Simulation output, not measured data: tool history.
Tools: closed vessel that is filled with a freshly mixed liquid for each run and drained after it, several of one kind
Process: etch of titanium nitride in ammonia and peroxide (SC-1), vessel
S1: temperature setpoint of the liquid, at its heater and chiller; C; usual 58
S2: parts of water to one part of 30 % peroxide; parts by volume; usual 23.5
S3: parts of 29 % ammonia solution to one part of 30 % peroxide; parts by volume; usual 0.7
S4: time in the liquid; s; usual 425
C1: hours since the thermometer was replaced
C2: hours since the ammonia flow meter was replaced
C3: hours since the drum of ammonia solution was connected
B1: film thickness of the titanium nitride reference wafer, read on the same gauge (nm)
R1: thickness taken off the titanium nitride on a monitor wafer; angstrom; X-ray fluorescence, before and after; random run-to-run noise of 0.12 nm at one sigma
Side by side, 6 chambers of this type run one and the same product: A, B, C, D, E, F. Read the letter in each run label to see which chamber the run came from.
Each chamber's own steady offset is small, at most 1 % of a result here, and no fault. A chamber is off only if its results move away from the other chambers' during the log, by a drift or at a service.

{"run": "1D", "hour": 5.2, "S1": 58, "S2": 23.5, "S3": 0.7, "S4": 425, "C1": 112.1, "C2": 7.9, "C3": 294.2, "B1": 59.996, "R1": 238.02}
{"run": "2F", "hour": 11.3, "S1": 58, "S2": 23.5, "S3": 0.7, "S4": 425, "C1": 2180.6, "C2": 965.3, "C3": 329.5, "B1": 60.021, "R1": 241.18}
{"run": "3E", "hour": 17.7, "S1": 58, "S2": 23.5, "S3": 0.7, "S4": 425, "C1": 1022.9, "C2": 675.4, "C3": 481.9, "B1": 60.007, "R1": 240.43}
{"hour": 18.0, "done": "chamber C: new drum of ammonia solution connected"}
{"run": "4C", "hour": 23.9, "S1": 58, "S2": 23.5, "S3": 0.7, "S4": 425, "C1": 745.5, "C2": 837, "C3": 6, "B1": 59.993, "R1": 240.78}
{"run": "5B", "hour": 29.1, "S1": 58, "S2": 23.5, "S3": 0.7, "S4": 425, "C1": 1114.3, "C2": 1130.8, "C3": 197.6, "B1": 60.023, "R1": 241.22}
{"run": "6A", "hour": 33.9, "S1": 58, "S2": 18, "S3": 0.7, "S4": 550, "C1": 451.7, "C2": 259.5, "C3": 330.4, "B1": 60.016, "R1": 358.65}
{"run": "7F", "hour": 39.1, "S1": 58, "S2": 18, "S3": 0.7, "S4": 550, "C1": 2208.4, "C2": 993.1, "C3": 357.3, "B1": 60.015, "R1": 363.21}
{"run": "8D", "hour": 42.1, "S1": 58, "S2": 18, "S3": 0.7, "S4": 550, "C1": 149, "C2": 44.8, "C3": 331.1, "B1": 60.014, "R1": 357.78}
{"run": "9E", "hour": 46.6, "S1": 58, "S2": 18, "S3": 0.7, "S4": 550, "C1": 1051.8, "C2": 704.3, "C3": 510.8, "B1": 59.994, "R1": 359.91}
{"run": "10C", "hour": 50.0, "S1": 58, "S2": 18, "S3": 0.7, "S4": 550, "C1": 771.6, "C2": 863.1, "C3": 32.1, "B1": 59.972, "R1": 360.95}
{"run": "11B", "hour": 54.0, "S1": 58, "S2": 18, "S3": 0.7, "S4": 550, "C1": 1139.2, "C2": 1155.7, "C3": 222.5, "B1": 60, "R1": 359.93}
{"run": "12A", "hour": 59.8, "S1": 58, "S2": 23.5, "S3": 0.7, "S4": 425, "C1": 477.6, "C2": 285.4, "C3": 356.3, "B1": 59.994, "R1": 238.81}
{"run": "13F", "hour": 62.9, "S1": 58, "S2": 23.5, "S3": 0.7, "S4": 425, "C1": 2232.2, "C2": 1016.9, "C3": 381.1, "B1": 59.987, "R1": 240.44}
{"run": "14B", "hour": 65.8, "S1": 58, "S2": 23.5, "S3": 0.7, "S4": 425, "C1": 1151, "C2": 1167.5, "C3": 234.3, "B1": 59.994, "R1": 239.72}
{"run": "15D", "hour": 69.2, "S1": 58, "S2": 23.5, "S3": 0.7, "S4": 425, "C1": 176.1, "C2": 71.9, "C3": 358.2, "B1": 60, "R1": 240.87}
{"run": "16C", "hour": 73.7, "S1": 58, "S2": 23.5, "S3": 0.7, "S4": 425, "C1": 795.3, "C2": 886.8, "C3": 55.8, "B1": 60.033, "R1": 240.87}
{"run": "17A", "hour": 78.4, "S1": 58, "S2": 23.5, "S3": 0.7, "S4": 425, "C1": 496.2, "C2": 304, "C3": 374.9, "B1": 60.025, "R1": 238.31}
{"run": "18E", "hour": 82.0, "S1": 58, "S2": 23.5, "S3": 0.7, "S4": 425, "C1": 1087.2, "C2": 739.7, "C3": 546.2, "B1": 59.982, "R1": 240.61}
{"hour": 85.2, "done": "chamber E: ammonia flow meter replaced"}
{"run": "19D", "hour": 85.7, "S1": 58, "S2": 23.5, "S3": 0.7, "S4": 425, "C1": 192.6, "C2": 88.4, "C3": 374.7, "B1": 60.009, "R1": 242.13}
{"run": "20A", "hour": 91.2, "S1": 61, "S2": 18.5, "S3": 0.7, "S4": 425, "C1": 509, "C2": 316.8, "C3": 387.7, "B1": 60.017, "R1": 331.25}
{"run": "21F", "hour": 96.5, "S1": 61, "S2": 18.5, "S3": 0.7, "S4": 425, "C1": 2265.8, "C2": 1050.5, "C3": 414.7, "B1": 59.999, "R1": 337.21}
{"run": "22B", "hour": 102.5, "S1": 61, "S2": 18.5, "S3": 0.7, "S4": 425, "C1": 1187.7, "C2": 1204.2, "C3": 271, "B1": 60.011, "R1": 334.89}
{"run": "23E", "hour": 107.5, "S1": 61, "S2": 18.5, "S3": 0.7, "S4": 425, "C1": 1112.7, "C2": 22.4, "C3": 571.7, "B1": 60.026, "R1": 337.67}
{"run": "24C", "hour": 112.6, "S1": 61, "S2": 18.5, "S3": 0.7, "S4": 425, "C1": 834.2, "C2": 925.7, "C3": 94.7, "B1": 60.005, "R1": 333.09}
{"run": "25C", "hour": 117.0, "S1": 61, "S2": 18.5, "S3": 0.7, "S4": 425, "C1": 838.6, "C2": 930.1, "C3": 99.1, "B1": 60.01, "R1": 329.39}
{"hour": 120.1, "done": "chamber E: new drum of ammonia solution connected"}
{"run": "26A", "hour": 120.1, "S1": 58, "S2": 23.5, "S3": 0.7, "S4": 425, "C1": 537.9, "C2": 345.7, "C3": 416.6, "B1": 60.011, "R1": 236.02}
{"run": "27F", "hour": 125.0, "S1": 58, "S2": 23.5, "S3": 0.7, "S4": 425, "C1": 2294.3, "C2": 1079, "C3": 443.2, "B1": 60, "R1": 240.11}
{"run": "28E", "hour": 131.2, "S1": 58, "S2": 23.5, "S3": 0.7, "S4": 425, "C1": 1136.4, "C2": 46.1, "C3": 11.2, "B1": 59.98, "R1": 240.81}
{"run": "29D", "hour": 134.5, "S1": 66.5, "S2": 23.5, "S3": 0.7, "S4": 320, "C1": 241.4, "C2": 137.2, "C3": 423.5, "B1": 59.993, "R1": 316.1}
{"run": "30B", "hour": 140.4, "S1": 66.5, "S2": 23.5, "S3": 0.7, "S4": 320, "C1": 1225.6, "C2": 1242.1, "C3": 308.9, "B1": 60.002, "R1": 316.04}
{"run": "31B", "hour": 146.9, "S1": 66.5, "S2": 23.5, "S3": 0.7, "S4": 320, "C1": 1232.1, "C2": 1248.6, "C3": 315.4, "B1": 60.019, "R1": 314.94}
{"run": "32D", "hour": 150.3, "S1": 66.5, "S2": 23.5, "S3": 0.7, "S4": 320, "C1": 257.2, "C2": 153, "C3": 439.3, "B1": 60.001, "R1": 313.26}
{"run": "33E", "hour": 154.9, "S1": 66.5, "S2": 23.5, "S3": 0.7, "S4": 320, "C1": 1160.1, "C2": 69.8, "C3": 34.9, "B1": 59.998, "R1": 314.6}
{"run": "34F", "hour": 160.6, "S1": 66.5, "S2": 23.5, "S3": 0.7, "S4": 320, "C1": 2329.9, "C2": 1114.6, "C3": 478.8, "B1": 59.982, "R1": 315.29}
{"run": "35A", "hour": 166.8, "S1": 58, "S2": 23.5, "S3": 0.7, "S4": 425, "C1": 584.6, "C2": 392.4, "C3": 463.3, "B1": 59.985, "R1": 229.82}
{"hour": 167.4, "done": "chamber C: ammonia flow meter replaced"}
{"run": "36C", "hour": 170.6, "S1": 58, "S2": 23.5, "S3": 0.7, "S4": 425, "C1": 892.2, "C2": 3.3, "C3": 152.7, "B1": 60.024, "R1": 240.23}
{"run": "37C", "hour": 176.7, "S1": 58, "S2": 23.5, "S3": 0.7, "S4": 425, "C1": 898.3, "C2": 9.4, "C3": 158.8, "B1": 60.002, "R1": 241.21}

All chambers now run identical settings, listed one chamber a line with results as question marks. What results will each chamber show?
{"run": "38A", "hour": 181.5, "S1": 58, "S2": 23.5, "S3": 0.7, "S4": 425, "R1": "?"}
{"run": "38B", "hour": 181.5, "S1": 58, "S2": 23.5, "S3": 0.7, "S4": 425, "R1": "?"}
{"run": "38C", "hour": 181.5, "S1": 58, "S2": 23.5, "S3": 0.7, "S4": 425, "R1": "?"}
{"run": "38D", "hour": 181.5, "S1": 58, "S2": 23.5, "S3": 0.7, "S4": 425, "R1": "?"}
{"run": "38E", "hour": 181.5, "S1": 58, "S2": 23.5, "S3": 0.7, "S4": 425, "R1": "?"}
{"run": "38F", "hour": 181.5, "S1": 58, "S2": 23.5, "S3": 0.7, "S4": 425, "R1": "?"}

run=38A R1=227.99
run=38B R1=239.86
run=38C R1=240.42
run=38D R1=239.42
run=38E R1=241.06
run=38F R1=240.31
